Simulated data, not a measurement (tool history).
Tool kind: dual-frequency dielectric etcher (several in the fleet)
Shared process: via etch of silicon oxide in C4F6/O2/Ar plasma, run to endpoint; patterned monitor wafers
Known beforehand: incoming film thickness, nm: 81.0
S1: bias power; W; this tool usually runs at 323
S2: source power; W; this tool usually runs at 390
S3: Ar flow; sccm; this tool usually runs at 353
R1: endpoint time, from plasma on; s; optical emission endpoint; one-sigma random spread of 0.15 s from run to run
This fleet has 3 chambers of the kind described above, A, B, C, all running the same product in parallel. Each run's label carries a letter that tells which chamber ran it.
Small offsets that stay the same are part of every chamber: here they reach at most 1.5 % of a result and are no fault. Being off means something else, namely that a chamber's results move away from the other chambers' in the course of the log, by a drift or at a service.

run 1A hour=5.5 | S1=323 S2=390 S3=353 | R1=21.672
-- hour=11.9 chamber B: source power generator calibrated
run 2C hour=12.7 | S1=323 S2=390 S3=353 | R1=21.261
run 3B hour=22.1 | S1=323 S2=390 S3=353 | R1=21.546
run 4B hour=31.2 | S1=323 S2=390 S3=353 | R1=21.751
run 5C hour=41.0 | S1=391 S2=390 S3=271 | R1=19.372
run 6A hour=50.3 | S1=391 S2=390 S3=271 | R1=19.457
run 7C hour=58.9 | S1=391 S2=390 S3=271 | R1=19.287
run 8A hour=63.9 | S1=323 S2=390 S3=353 | R1=21.797
run 9B hour=71.7 | S1=323 S2=390 S3=353 | R1=21.584
run 10A hour=77.6 | S1=323 S2=390 S3=353 | R1=21.557
run 11C hour=82.1 | S1=323 S2=390 S3=353 | R1=21.112
run 12B hour=91.8 | S1=323 S2=390 S3=353 | R1=21.294
run 13C hour=99.8 | S1=323 S2=390 S3=353 | R1=21.037
run 14A hour=108.8 | S1=323 S2=390 S3=353 | R1=21.749
run 15B hour=118.0 | S1=323 S2=390 S3=353 | R1=21.653
run 16C hour=127.5 | S1=323 S2=390 S3=353 | R1=20.981
run 17B hour=135.3 | S1=323 S2=390 S3=353 | R1=21.592
run 18A hour=143.2 | S1=323 S2=390 S3=353 | R1=21.504
run 19A hour=150.5 | S1=323 S2=470 S3=399 | R1=20.584
run 20B hour=160.3 | S1=323 S2=470 S3=399 | R1=20.554
run 21C hour=168.3 | S1=323 S2=470 S3=399 | R1=19.700
run 22A hour=175.9 | S1=323 S2=390 S3=353 | R1=21.504
run 23B hour=180.3 | S1=323 S2=390 S3=353 | R1=21.842
run 24C hour=186.6 | S1=323 S2=390 S3=353 | R1=20.865
run 25B hour=191.2 | S1=323 S2=390 S3=353 | R1=21.526
run 26A hour=195.8 | S1=323 S2=390 S3=353 | R1=21.694
run 27C hour=202.8 | S1=323 S2=390 S3=353 | R1=20.724
run 28A hour=211.5 | S1=323 S2=350 S3=421 | R1=22.759
run 29C hour=220.7 | S1=323 S2=350 S3=421 | R1=21.982
run 30B hour=229.6 | S1=323 S2=350 S3=421 | R1=23.062
run 31A hour=234.4 | S1=323 S2=390 S3=353 | R1=21.555
run 32B hour=240.6 | S1=323 S2=390 S3=353 | R1=21.599
run 33C hour=247.9 | S1=323 S2=390 S3=353 | R1=20.687
run 34B hour=257.0 | S1=323 S2=390 S3=353 | R1=21.784
run 35C hour=261.4 | S1=391 S2=390 S3=316 | R1=19.133
run 36A hour=266.6 | S1=391 S2=390 S3=316 | R1=20.131
run 37C hour=274.8 | S1=391 S2=390 S3=316 | R1=18.925
run 38B hour=284.6 | S1=323 S2=390 S3=353 | R1=21.532
-- hour=287.8 chamber B: wet clean of the chamber
run 39A hour=292.5 | S1=323 S2=390 S3=353 | R1=21.344
run 40C hour=297.6 | S1=323 S2=320 S3=353 | R1=21.988
run 41A hour=304.6 | S1=323 S2=320 S3=353 | R1=23.413
run 42B hour=312.3 | S1=323 S2=320 S3=353 | R1=23.155
run 43C hour=316.6 | S1=323 S2=390 S3=353 | R1=20.345

Next, every chamber runs the same settings. What will each give?
run 44A hour=323.7 | S1=323 S2=390 S3=353 | R1=?
run 44B hour=323.7 | S1=323 S2=390 S3=353 | R1=?
run 44C hour=323.7 | S1=323 S2=390 S3=353 | R1=?

run=44A R1=21.678
run=44B R1=21.460
run=44C R1=20.315

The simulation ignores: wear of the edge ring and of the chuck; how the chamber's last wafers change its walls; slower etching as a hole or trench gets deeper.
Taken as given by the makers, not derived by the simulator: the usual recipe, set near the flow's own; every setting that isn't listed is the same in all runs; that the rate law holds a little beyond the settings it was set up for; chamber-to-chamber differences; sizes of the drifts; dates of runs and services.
